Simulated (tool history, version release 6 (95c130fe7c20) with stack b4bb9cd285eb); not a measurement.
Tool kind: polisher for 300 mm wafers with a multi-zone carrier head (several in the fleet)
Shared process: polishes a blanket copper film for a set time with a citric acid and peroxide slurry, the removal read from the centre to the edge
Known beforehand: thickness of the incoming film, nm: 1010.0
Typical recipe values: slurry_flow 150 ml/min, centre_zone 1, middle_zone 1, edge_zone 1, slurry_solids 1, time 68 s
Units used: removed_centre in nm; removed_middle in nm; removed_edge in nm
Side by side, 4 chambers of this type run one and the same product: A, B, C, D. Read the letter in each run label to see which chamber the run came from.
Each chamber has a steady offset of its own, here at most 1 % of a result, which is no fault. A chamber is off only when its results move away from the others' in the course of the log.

run    day  slurry_flow  centre_zone  middle_zone  edge_zone  slurry_solids  time  removed_centre  removed_middle  removed_edge
     0.112  -- chamber B: worn pad replaced by a new one
 1D  0.271          150            1            1          1              1    68          163.74          159.94        164.58
 2C  0.575          150            1            1          1              1    68          160.94          159.77        160.32
 3A  0.804          150            1            1          1              1    68          161.66          162.92         163.8
 4B  0.988          150            1            1          1              1    68          163.33          163.07        162.77
 5B    1.2          150            1            1          1              1    68          164.48          166.86        162.88
 6A  1.421          150            1            1          1              1    68          162.67          160.19        157.88
 7C  1.671          170            1            1          1            1.1    68           166.3          163.45        166.84
 8D  1.871          170            1            1          1            1.1    68           167.9          168.65        169.04
 9B  2.038          170            1            1          1            1.1    68          170.73          170.52        172.25
     2.079  -- chamber B: worn pad replaced by a new one
10C  2.233          170            1            1          1            1.1    68          165.55          165.64        165.77
11A  2.417          150            1            1          1              1    68          159.84          159.92        159.77
     2.421  -- chamber D: slurry nozzle cleaned
12D  2.725          150            1            1          1              1    68          163.77          160.17        162.51
     2.804  -- chamber B: slurry nozzle cleaned
13C  2.917          150            1            1          1              1    68          156.53          154.46        155.36
14B  3.246          150            1            1          1              1    68          164.95          161.64        163.67
     3.371  -- chamber A: worn pad replaced by a new one
     3.567  -- chamber D: worn pad replaced by a new one
     3.592  -- chamber C: centre zone pressure recalibrated
15A  3.604          150            1            1          1              1    68          161.08          162.22        158.15
16D  3.921          150            1            1          1              1    68          161.95          160.52        166.94
     4.175  -- chamber B: worn pad replaced by a new one
17A  4.192          150         0.94            1          1           1.15    68          152.73          164.93        167.39
18D    4.4          150         0.94            1          1           1.15    68          156.11          168.31         168.2
19B  4.708          150         0.94            1          1           1.15    68          155.63          166.48        166.72
20C  4.883          150         0.94            1          1           1.15    68          146.54          155.97        158.85
     5.158  -- chamber A: edge zone pressure recalibrated
21C  5.188          150            1            1       1.07           1.15    68          154.45           154.9        161.52
     5.246  -- chamber B: centre zone pressure recalibrated
22B  5.496          150            1            1       1.07           1.15    68          164.81           165.2        172.14
     5.604  -- chamber D: edge zone pressure recalibrated
23D    5.7          150            1            1       1.07           1.15    68          169.23          165.59        172.81
24A  5.879          150            1            1       1.07           1.15    68          163.45          166.17        173.91
25B  6.079          150            1            1          1              1    68          165.95          162.24        159.56
     6.275  -- chamber B: worn pad replaced by a new one
26D  6.367          150            1            1          1            1.2    68          168.17          165.79        169.57
27A  6.646          150            1            1          1            1.2    68          168.22          164.52        168.56
28C  6.867          150            1            1          1            1.2    68          152.18          152.09        155.29
29B  7.088          150            1            1          1            1.2    68          169.84          165.66        168.68
30A  7.346          150            1            1          1              1    68          160.82          161.71        160.35
31C  7.504          150            1         0.95          1              1    79          168.96          160.65        165.83

Does one chamber stand apart from the rest, does the shared gauge drift, or is all well apart from small per-chamber offsets? Give the chamber and the most likely cause, where there is one.

One chamber, C, drifts off from the rest bit by bit.
Cause: removal rate lost through wear of the pad, % = 10.5.
The log may not tell that from: slurry flow missing at the pad, %.

Below are 4 candidate recipes for chamber C's next run, each the usual settings with a change, their results shown as question marks. Which of them brings C's results back in line with what the other chambers give on the usual settings?
In-line tolerance around the mean of the other chambers on the usual settings: removed_centre 6.1 nm; removed_middle 6.2 nm; removed_edge 7.4 nm
32C-1  7.762          150            1            1          1              1    75               ?               ?             ?
32C-2  7.762          150            1            1          1              1    61               ?               ?             ?
32C-3  7.762          145         0.99         0.99          1           0.95    55               ?               ?             ?
32C-4  7.762          155         1.01         1.01       1.01           1.05    84               ?               ?             ?

What the other chambers average on the usual settings: removed_centre 162.2 nm; removed_middle 161.36 nm; removed_edge 162.32 nm
  run  removed_centre  removed_middle  removed_edge
32C-1          160.29          160.52        160.75
32C-2          130.37          130.56        130.75
32C-3          114.08          114.56        116.03
32C-4          184.77          184.55        183.73
32C-1 brings the chamber back in line.

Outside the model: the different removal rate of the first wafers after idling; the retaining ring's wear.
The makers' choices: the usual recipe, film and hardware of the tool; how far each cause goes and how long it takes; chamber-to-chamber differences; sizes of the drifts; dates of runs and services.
